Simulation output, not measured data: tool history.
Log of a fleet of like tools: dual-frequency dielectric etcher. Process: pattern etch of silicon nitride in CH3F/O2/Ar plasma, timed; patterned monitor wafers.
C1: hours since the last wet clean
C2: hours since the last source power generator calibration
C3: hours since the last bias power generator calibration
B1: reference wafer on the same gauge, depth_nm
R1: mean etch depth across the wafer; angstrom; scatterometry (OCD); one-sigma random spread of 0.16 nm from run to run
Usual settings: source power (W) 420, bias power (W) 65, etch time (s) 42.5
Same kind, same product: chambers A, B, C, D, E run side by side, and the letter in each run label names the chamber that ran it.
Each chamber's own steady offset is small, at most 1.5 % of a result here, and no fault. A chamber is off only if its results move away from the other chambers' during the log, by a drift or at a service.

Run 1B, hour 7.0: usual settings; C1 492.9; C2 2740.0; C3 1630.8; B1 32.753. Result: R1 294.12 angstrom.
At hour 12.3: chamber E: bias power generator calibrated.
At hour 12.8: chamber B: wet clean of the chamber.
Run 2C, hour 23.0: usual settings; C1 484.6; C2 368.7; C3 2867.4; B1 32.789. Result: R1 288.74 angstrom.
Run 3D, hour 31.5: usual settings; C1 213.0; C2 382.5; C3 1553.9; B1 32.831. Result: R1 294.58 angstrom.
Run 4E, hour 43.1: usual settings; C1 153.3; C2 401.8; C3 30.8; B1 32.761. Result: R1 288.03 angstrom.
Run 5A, hour 56.9: usual settings but source power (W) 340, etch time (s) 34.5; C1 63.0; C2 809.4; C3 1746.1; B1 32.805. Result: R1 216.03 angstrom.
Run 6E, hour 64.6: usual settings but source power (W) 340, etch time (s) 34.5; C1 174.8; C2 423.3; C3 52.3; B1 32.772. Result: R1 219.12 angstrom.
Run 7D, hour 78.0: usual settings but source power (W) 340, etch time (s) 34.5; C1 259.5; C2 429.0; C3 1600.4; B1 32.782. Result: R1 217.91 angstrom.
Run 8A, hour 92.4: usual settings but source power (W) 340, etch time (s) 34.5; C1 98.5; C2 844.9; C3 1781.6; B1 32.770. Result: R1 216.41 angstrom.
Run 9B, hour 107.1: usual settings but source power (W) 340, etch time (s) 34.5; C1 94.4; C2 2840.1; C3 1730.9; B1 32.856. Result: R1 217.42 angstrom.
At hour 115.1: chamber C: wet clean of the chamber.
Run 10C, hour 119.2: usual settings; C1 4.2; C2 464.9; C3 2963.6; B1 32.809. Result: R1 286.41 angstrom.
Run 11A, hour 130.5: usual settings; C1 136.6; C2 883.0; C3 1819.7; B1 32.813. Result: R1 289.44 angstrom.
Run 12C, hour 140.3: usual settings; C1 25.3; C2 486.0; C3 2984.7; B1 32.777. Result: R1 289.05 angstrom.
Run 13E, hour 151.7: usual settings; C1 261.9; C2 510.4; C3 139.4; B1 32.841. Result: R1 290.99 angstrom.
Run 14B, hour 163.4: usual settings; C1 150.7; C2 2896.4; C3 1787.2; B1 32.826. Result: R1 291.27 angstrom.
Run 15D, hour 178.1: usual settings; C1 359.6; C2 529.1; C3 1700.5; B1 32.794. Result: R1 292.55 angstrom.
Run 16A, hour 185.2: usual settings; C1 191.3; C2 937.7; C3 1874.4; B1 32.809. Result: R1 288.93 angstrom.
Run 17B, hour 199.2: usual settings; C1 186.5; C2 2932.2; C3 1823.0; B1 32.790. Result: R1 295.21 angstrom.
Run 18D, hour 208.1: usual settings; C1 389.6; C2 559.1; C3 1730.5; B1 32.781. Result: R1 297.22 angstrom.
Run 19C, hour 218.0: usual settings; C1 103.0; C2 563.7; C3 3062.4; B1 32.785. Result: R1 287.32 angstrom.
Run 20E, hour 230.5: usual settings; C1 340.7; C2 589.2; C3 218.2; B1 32.810. Result: R1 290.39 angstrom.
Run 21A, hour 238.5: usual settings; C1 244.6; C2 991.0; C3 1927.7; B1 32.774. Result: R1 291.00 angstrom.
Run 22E, hour 251.7: usual settings; C1 361.9; C2 610.4; C3 239.4; B1 32.849. Result: R1 291.40 angstrom.
Run 23C, hour 266.5: usual settings but source power (W) 480; C1 151.5; C2 612.2; C3 3110.9; B1 32.773. Result: R1 305.38 angstrom.
Run 24B, hour 281.7: usual settings but source power (W) 480; C1 269.0; C2 3014.7; C3 1905.5; B1 32.766. Result: R1 311.73 angstrom.
Run 25D, hour 292.2: usual settings but source power (W) 480; C1 473.7; C2 643.2; C3 1814.6; B1 32.786. Result: R1 314.51 angstrom.
Run 26E, hour 301.9: usual settings but source power (W) 480; C1 412.1; C2 660.6; C3 289.6; B1 32.783. Result: R1 309.22 angstrom.
At hour 304.4: chamber C: bias power generator calibrated.
Run 27D, hour 309.8: usual settings but source power (W) 480; C1 491.3; C2 660.8; C3 1832.2; B1 32.833. Result: R1 317.73 angstrom.
Run 28B, hour 321.5: usual settings; C1 308.8; C2 3054.5; C3 1945.3; B1 32.785. Result: R1 290.52 angstrom.
Run 29C, hour 336.1: usual settings but bias power (W) 72; C1 221.1; C2 681.8; C3 31.7; B1 32.799. Result: R1 299.24 angstrom.
Run 30A, hour 343.9: usual settings but bias power (W) 72; C1 350.0; C2 1096.4; C3 2033.1; B1 32.814. Result: R1 298.94 angstrom.
Run 31D, hour 356.1: usual settings but bias power (W) 72; C1 537.6; C2 707.1; C3 1878.5; B1 32.813. Result: R1 312.31 angstrom.
Run 32B, hour 369.1: usual settings but bias power (W) 72; C1 356.4; C2 3102.1; C3 1992.9; B1 32.819. Result: R1 306.44 angstrom.
Run 33C, hour 383.8: usual settings but bias power (W) 72; C1 268.8; C2 729.5; C3 79.4; B1 32.796. Result: R1 298.70 angstrom.
Run 34A, hour 397.5: usual settings; C1 403.6; C2 1150.0; C3 2086.7; B1 32.789. Result: R1 291.53 angstrom.
Run 35E, hour 408.1: usual settings but bias power (W) 50; C1 518.3; C2 766.8; C3 395.8; B1 32.783. Result: R1 266.12 angstrom.
Run 36E, hour 422.0: usual settings but bias power (W) 50; C1 532.2; C2 780.7; C3 409.7; B1 32.816. Result: R1 267.72 angstrom.
Run 37D, hour 435.2: usual settings but bias power (W) 50; C1 616.7; C2 786.2; C3 1957.6; B1 32.777. Result: R1 278.25 angstrom.
Run 38A, hour 448.1: usual settings but bias power (W) 50; C1 454.2; C2 1200.6; C3 2137.3; B1 32.829. Result: R1 266.97 angstrom.

Each of the 5 chambers runs these same settings next. Fill in every chamber's results:
Run 39A, hour 459.7: usual settings but source power (W) 460. Result: R1 ?.
Run 39B, hour 459.7: usual settings but source power (W) 460. Result: R1 ?.
Run 39C, hour 459.7: usual settings but source power (W) 460. Result: R1 ?.
Run 39D, hour 459.7: usual settings but source power (W) 460. Result: R1 ?.
Run 39E, hour 459.7: usual settings but source power (W) 460. Result: R1 ?.

run      R1
39A  301.36
39B  305.26
39C  299.36
39D  317.39
39E  300.37
